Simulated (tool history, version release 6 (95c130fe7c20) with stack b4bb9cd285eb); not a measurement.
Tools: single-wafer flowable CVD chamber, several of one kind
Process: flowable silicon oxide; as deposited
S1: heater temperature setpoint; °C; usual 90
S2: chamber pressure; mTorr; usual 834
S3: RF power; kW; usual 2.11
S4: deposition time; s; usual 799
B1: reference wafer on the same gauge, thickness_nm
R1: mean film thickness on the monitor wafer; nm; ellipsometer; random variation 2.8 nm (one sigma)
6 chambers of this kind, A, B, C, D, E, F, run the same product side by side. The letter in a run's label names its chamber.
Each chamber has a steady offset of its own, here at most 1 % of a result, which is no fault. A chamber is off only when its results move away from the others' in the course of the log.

Run 1E, day 0.246: usual settings; B1 688.9. Result: R1 723.23 nm.
Run 2C, day 0.533: usual settings; B1 689.56. Result: R1 719.95 nm.
Run 3F, day 0.792: usual settings; B1 689.14. Result: R1 726.49 nm.
Run 4B, day 1.054: usual settings; B1 689.02. Result: R1 718.4 nm.
Run 5A, day 1.317: usual settings but S1 100 °C; B1 688.8. Result: R1 518.98 nm.
At day 1.583: chamber E: capacitance manometer re-zeroed and calibrated.
Run 6D, day 1.588: usual settings but S1 100 °C; B1 689.67. Result: R1 518.54 nm.
Run 7E, day 1.838: usual settings but S1 100 °C; B1 688.45. Result: R1 516.59 nm.
Run 8B, day 2.021: usual settings but S1 100 °C; B1 689.47. Result: R1 518.13 nm.
Run 9C, day 2.246: usual settings but S1 100 °C; B1 688.66. Result: R1 520.27 nm.
Run 10A, day 2.446: usual settings but S1 100 °C; B1 688.66. Result: R1 519.44 nm.
Run 11D, day 2.658: usual settings; B1 689.35. Result: R1 714.75 nm.
Run 12F, day 2.917: usual settings; B1 688.74. Result: R1 727.52 nm.
Run 13B, day 3.229: usual settings; B1 688.97. Result: R1 720.2 nm.
Run 14F, day 3.446: usual settings; B1 689.32. Result: R1 729.83 nm.
Run 15D, day 3.642: usual settings; B1 689.25. Result: R1 725.55 nm.
Run 16E, day 3.812: usual settings; B1 688.4. Result: R1 717.98 nm.
At day 3.858: chamber F: thermocouple changed; heater temperature recalibrated.
Run 17A, day 4.025: usual settings; B1 689.28. Result: R1 725.31 nm.
At day 4.225: chamber E: thermocouple changed; heater temperature recalibrated.
Run 18C, day 4.308: usual settings; B1 688.97. Result: R1 722.25 nm.
Run 19F, day 4.617: usual settings but S3 1.695 kW, S4 720 s; B1 689.54. Result: R1 622.96 nm.
Run 20C, day 4.8: usual settings but S3 1.695 kW, S4 720 s; B1 689.43. Result: R1 614.92 nm.
Run 21D, day 5.142: usual settings but S3 1.695 kW, S4 720 s; B1 688.42. Result: R1 616.64 nm.
Run 22B, day 5.454: usual settings but S3 1.695 kW, S4 720 s; B1 689.42. Result: R1 620.43 nm.
Run 23E, day 5.621: usual settings but S3 1.695 kW, S4 720 s; B1 688.53. Result: R1 647.32 nm.
Run 24A, day 5.912: usual settings but S3 1.695 kW, S4 720 s; B1 689.43. Result: R1 621.78 nm.
Run 25E, day 6.075: usual settings; B1 688.97. Result: R1 764.32 nm.
Run 26C, day 6.258: usual settings; B1 688.9. Result: R1 724.19 nm.
Run 27F, day 6.446: usual settings; B1 688.97. Result: R1 727.66 nm.
Run 28B, day 6.621: usual settings; B1 688.74. Result: R1 713.5 nm.
Run 29A, day 6.954: usual settings; B1 689.21. Result: R1 718.84 nm.
Run 30D, day 7.267: usual settings but S1 81 °C, S4 881 s; B1 689.11. Result: R1 1034.4 nm.
Run 31C, day 7.517: usual settings but S1 81 °C, S4 881 s; B1 689.35. Result: R1 1028.1 nm.
Run 32F, day 7.771: usual settings but S1 81 °C, S4 881 s; B1 688.63. Result: R1 1048.1 nm.
Run 33D, day 8.042: usual settings but S1 81 °C, S4 881 s; B1 688.73. Result: R1 1031.3 nm.
Run 34E, day 8.242: usual settings but S1 81 °C, S4 881 s; B1 689.12. Result: R1 1092.7 nm.
Run 35B, day 8.462: usual settings but S1 81 °C, S4 881 s; B1 688.4. Result: R1 1039.2 nm.
Run 36A, day 8.708: usual settings but S1 81 °C, S2 994 mTorr; B1 688.97. Result: R1 1168.5 nm.
Run 37E, day 8.921: usual settings but S1 81 °C, S2 994 mTorr; B1 688.82. Result: R1 1243.1 nm.
Run 38F, day 9.192: usual settings but S1 81 °C, S2 994 mTorr; B1 688.71. Result: R1 1186.9 nm.
At day 9.221: chamber C: capacitance manometer re-zeroed and calibrated.
Run 39D, day 9.471: usual settings but S1 81 °C, S2 994 mTorr; B1 688.98. Result: R1 1174.7 nm.
Run 40A, day 9.738: usual settings but S1 81 °C, S2 994 mTorr; B1 687.97. Result: R1 1163.3 nm.
Run 41C, day 10.012: usual settings but S1 81 °C, S2 994 mTorr; B1 688.8. Result: R1 1167.4 nm.
Run 42B, day 10.258: usual settings; B1 688.79. Result: R1 716.93 nm.

All 6 chambers run these settings next. Forecast each chamber's results:
Run 43A, day 10.5: usual settings but S4 723 s. Result: R1 ?.
Run 43B, day 10.5: usual settings but S4 723 s. Result: R1 ?.
Run 43C, day 10.5: usual settings but S4 723 s. Result: R1 ?.
Run 43D, day 10.5: usual settings but S4 723 s. Result: R1 ?.
Run 43E, day 10.5: usual settings but S4 723 s. Result: R1 ?.
Run 43F, day 10.5: usual settings but S4 723 s. Result: R1 ?.

run      R1
43A  657.14
43B  653.03
43C  653.97
43D  651.79
43E  686.84
43F  662.34

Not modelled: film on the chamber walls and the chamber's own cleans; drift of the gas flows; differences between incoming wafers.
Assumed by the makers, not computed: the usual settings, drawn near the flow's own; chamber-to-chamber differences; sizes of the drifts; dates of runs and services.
